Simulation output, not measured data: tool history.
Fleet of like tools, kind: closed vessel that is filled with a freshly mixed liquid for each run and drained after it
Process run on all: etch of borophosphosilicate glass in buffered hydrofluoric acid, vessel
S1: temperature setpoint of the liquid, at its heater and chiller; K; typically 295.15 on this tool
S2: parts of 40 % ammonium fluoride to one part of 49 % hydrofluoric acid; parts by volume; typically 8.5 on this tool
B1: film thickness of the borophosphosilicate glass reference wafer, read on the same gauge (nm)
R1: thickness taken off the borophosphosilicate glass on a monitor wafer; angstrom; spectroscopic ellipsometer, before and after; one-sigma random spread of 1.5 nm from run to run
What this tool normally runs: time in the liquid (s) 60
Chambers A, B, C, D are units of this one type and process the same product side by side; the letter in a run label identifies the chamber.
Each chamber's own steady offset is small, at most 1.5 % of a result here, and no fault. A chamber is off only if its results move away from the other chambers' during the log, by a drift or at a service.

Run 1D, hour 10.3: usual settings; B1 59.983. Result: R1 1567.20 angstrom.
Run 2C, hour 20.7: usual settings; B1 60.007. Result: R1 1578.40 angstrom.
Run 3B, hour 28.5: usual settings; B1 59.999. Result: R1 1593.70 angstrom.
Run 4A, hour 36.2: usual settings; B1 59.989. Result: R1 1568.20 angstrom.
Run 5A, hour 42.1: usual settings; B1 59.995. Result: R1 1573.10 angstrom.
Run 6B, hour 47.3: usual settings but time in the liquid (s) 40; B1 60.008. Result: R1 1048.60 angstrom.
Run 7C, hour 53.3: usual settings but time in the liquid (s) 40; B1 60.006. Result: R1 1068.60 angstrom.
Run 8D, hour 59.0: usual settings but time in the liquid (s) 40; B1 59.999. Result: R1 1063.40 angstrom.
Run 9D, hour 64.3: usual settings but time in the liquid (s) 40; B1 60.011. Result: R1 1038.20 angstrom.
Run 10C, hour 71.6: usual settings but S1 291.65 K, time in the liquid (s) 35; B1 59.975. Result: R1 768.05 angstrom.
Run 11A, hour 80.9: usual settings but S1 291.65 K, time in the liquid (s) 35; B1 59.992. Result: R1 750.84 angstrom.
Run 12B, hour 90.3: usual settings but S1 291.65 K, time in the liquid (s) 35; B1 59.997. Result: R1 758.67 angstrom.
Run 13C, hour 97.2: usual settings but S1 291.65 K, time in the liquid (s) 35; B1 59.995. Result: R1 759.73 angstrom.
Run 14A, hour 108.0: usual settings; B1 59.999. Result: R1 1580.90 angstrom.
At hour 110.8: chamber C: hydrofluoric acid flow meter replaced.
Run 15D, hour 116.6: usual settings; B1 59.991. Result: R1 1579.90 angstrom.
Run 16B, hour 123.1: usual settings; B1 59.991. Result: R1 1622.70 angstrom.
Run 17A, hour 134.2: usual settings; B1 60.018. Result: R1 1576.50 angstrom.
Run 18C, hour 143.3: usual settings; B1 59.984. Result: R1 1633.90 angstrom.
Run 19B, hour 154.0: usual settings; B1 60.020. Result: R1 1626.90 angstrom.
Run 20D, hour 159.2: usual settings; B1 59.988. Result: R1 1589.70 angstrom.
Run 21A, hour 164.6: usual settings; B1 60.013. Result: R1 1560.20 angstrom.
Run 22B, hour 173.9: usual settings but S2 6.5 parts by volume; B1 59.979. Result: R1 2206.50 angstrom.
Run 23C, hour 184.0: usual settings but S2 6.5 parts by volume; B1 60.011. Result: R1 2116.90 angstrom.
Run 24D, hour 191.6: usual settings but S2 6.5 parts by volume; B1 60.002. Result: R1 2065.50 angstrom.
Run 25B, hour 197.0: usual settings but S2 6.5 parts by volume; B1 60.013. Result: R1 2197.10 angstrom.
Run 26A, hour 202.2: usual settings; B1 59.980. Result: R1 1563.40 angstrom.
Run 27D, hour 211.0: usual settings; B1 60.018. Result: R1 1566.20 angstrom.
Run 28C, hour 220.8: usual settings; B1 60.002. Result: R1 1596.00 angstrom.
Run 29D, hour 227.4: usual settings; B1 60.001. Result: R1 1589.40 angstrom.
Run 30B, hour 236.1: usual settings; B1 59.966. Result: R1 1694.00 angstrom.
At hour 237.2: chamber A: hydrofluoric acid flow meter replaced.
Run 31A, hour 244.9: usual settings; B1 59.988. Result: R1 1546.40 angstrom.
Run 32C, hour 250.3: usual settings; B1 59.988. Result: R1 1597.30 angstrom.

Does one chamber stand apart from the rest, does the shared gauge drift, or is all well apart from small per-chamber offsets? Give the chamber and the most likely cause, where there is one.

It is chamber B that slowly wanders off from its peers.
Cause: liquid hotter than its thermometer reads (K) = 1.46.
Not necessarily distinguishable in this log from: hydrofluoric acid flow above the setpoint (%).

Below are 4 candidate recipes for chamber B's next run, each the usual settings with a change, their results shown as question marks. Which of them brings B's results back in line with what the other chambers give on the usual settings?
Maximum distance from the other chambers' mean on the usual settings for a result to count as in line: R1 52.00 angstrom
Run 33B-1, hour 258.4: usual settings but S1 295.65 K. Result: R1 ?.
Run 33B-2, hour 258.4: usual settings but time in the liquid (s) 55. Result: R1 ?.
Run 33B-3, hour 258.4: usual settings but S1 296.65 K. Result: R1 ?.
Run 33B-4, hour 258.4: usual settings but S1 294.65 K. Result: R1 ?.

Mean of the other chambers on the usual settings: R1 1582.40 angstrom
  run       R1
33B-1  1759.80
33B-2  1570.20
33B-3  1856.80
33B-4  1667.30
The right change is 33B-2: it brings the chamber back within the allowed miss of the others.
